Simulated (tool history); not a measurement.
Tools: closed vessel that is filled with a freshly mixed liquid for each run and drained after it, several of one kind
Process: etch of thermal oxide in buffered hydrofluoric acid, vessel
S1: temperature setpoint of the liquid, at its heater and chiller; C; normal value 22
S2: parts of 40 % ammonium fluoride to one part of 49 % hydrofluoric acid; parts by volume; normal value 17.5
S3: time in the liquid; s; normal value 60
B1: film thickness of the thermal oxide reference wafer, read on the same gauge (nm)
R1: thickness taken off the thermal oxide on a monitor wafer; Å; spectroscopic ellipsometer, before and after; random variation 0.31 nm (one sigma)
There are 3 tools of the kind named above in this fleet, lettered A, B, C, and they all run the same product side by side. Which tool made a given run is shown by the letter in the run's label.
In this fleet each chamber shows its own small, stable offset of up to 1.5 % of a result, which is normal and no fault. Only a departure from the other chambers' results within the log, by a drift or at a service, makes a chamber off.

run 1A hour=9.7 | S1=22 S2=17.5 S3=60 | B1=50.021 | R1=364.84
run 2B hour=18.7 | S1=22 S2=17.5 S3=60 | B1=49.993 | R1=371.32
run 3C hour=26.9 | S1=22 S2=17.5 S3=60 | B1=50.002 | R1=372.4
run 4B hour=32.9 | S1=22 S2=17.5 S3=60 | B1=50.002 | R1=369.89
run 5A hour=43.6 | S1=22 S2=17.5 S3=60 | B1=49.987 | R1=372.28
run 6C hour=51.5 | S1=22 S2=17.5 S3=60 | B1=49.997 | R1=375.48
run 7B hour=59.2 | S1=22 S2=17.5 S3=60 | B1=50.002 | R1=368.26
run 8A hour=66.4 | S1=22 S2=17.5 S3=60 | B1=49.995 | R1=373.82
run 9C hour=75.1 | S1=22 S2=20 S3=75 | B1=50.01 | R1=409.02
run 10C hour=81.2 | S1=22 S2=20 S3=75 | B1=49.994 | R1=408.03
run 11A hour=90.8 | S1=22 S2=20 S3=75 | B1=50.016 | R1=418.76
-- hour=93.9 chamber A: hydrofluoric acid flow meter replaced
run 12B hour=101.4 | S1=22 S2=17.5 S3=60 | B1=50.006 | R1=370.51
run 13B hour=109 | S1=22 S2=17.5 S3=60 | B1=50.03 | R1=371.96
run 14C hour=119.9 | S1=22 S2=17.5 S3=60 | B1=50.029 | R1=378.45
-- hour=127.6 chamber C: thermometer replaced
run 15A hour=131.8 | S1=22 S2=17.5 S3=60 | B1=50.006 | R1=378.68
run 16C hour=142.7 | S1=22 S2=17.5 S3=60 | B1=50.001 | R1=371.26
run 17B hour=151.7 | S1=22 S2=17.5 S3=60 | B1=49.988 | R1=371.49
run 18A hour=159 | S1=22 S2=17.5 S3=60 | B1=49.997 | R1=389.46
run 19C hour=165.3 | S1=22 S2=17.5 S3=60 | B1=49.993 | R1=371.32
run 20B hour=172.5 | S1=22 S2=17.5 S3=95 | B1=49.996 | R1=575.41
run 21A hour=183.4 | S1=22 S2=17.5 S3=95 | B1=49.976 | R1=616.88
run 22A hour=189.7 | S1=22 S2=17.5 S3=95 | B1=50.008 | R1=620.79
run 23B hour=197.8 | S1=26 S2=17.5 S3=80 | B1=50.012 | R1=602.84
run 24C hour=208.8 | S1=26 S2=17.5 S3=80 | B1=50.001 | R1=614.49
run 25A hour=219.6 | S1=26 S2=17.5 S3=80 | B1=49.999 | R1=661.11
run 26B hour=231.1 | S1=22 S2=17.5 S3=60 | B1=49.995 | R1=370.95
run 27C hour=239.6 | S1=22 S2=17.5 S3=60 | B1=50 | R1=374.43
run 28C hour=247.8 | S1=22 S2=12.5 S3=75 | B1=49.977 | R1=642.27
run 29B hour=256.2 | S1=22 S2=12.5 S3=75 | B1=50.017 | R1=638.81
run 30A hour=263.8 | S1=22 S2=12.5 S3=75 | B1=50.005 | R1=716.84

Which is it: a chamber that has drifted or been left off by a service, a gauge drift common to all chambers, or only each chamber's usual small offset? If a chamber is off, name it and its likeliest cause.

One chamber, A, drifts off from the rest bit by bit.
Most likely cause: liquid hotter than its thermometer reads (K) = 1.72.

Below are 4 candidate recipes for chamber A's next run, each the usual settings with a change, their results shown as question marks. Which of them brings A's results back in line with what the other chambers give on the usual settings?
Maximum distance from the other chambers' mean on the usual settings for a result to count as in line: R1 11 Å
run 31A-1 hour=273.1 | S1=22 S2=16 S3=60 | R1=?
run 31A-2 hour=273.1 | S1=21.5 S2=18.5 S3=55 | R1=?
run 31A-3 hour=273.1 | S1=25 S2=17.5 S3=60 | R1=?
run 31A-4 hour=273.1 | S1=22 S2=17.5 S3=55 | R1=?

Usual-settings mean across the other chambers: R1 371.92 Å
run=31A-1 R1=442.48
run=31A-2 R1=341.28
run=31A-3 R1=477.34
run=31A-4 R1=370.84
With 31A-4, the chamber falls back in line with the rest.

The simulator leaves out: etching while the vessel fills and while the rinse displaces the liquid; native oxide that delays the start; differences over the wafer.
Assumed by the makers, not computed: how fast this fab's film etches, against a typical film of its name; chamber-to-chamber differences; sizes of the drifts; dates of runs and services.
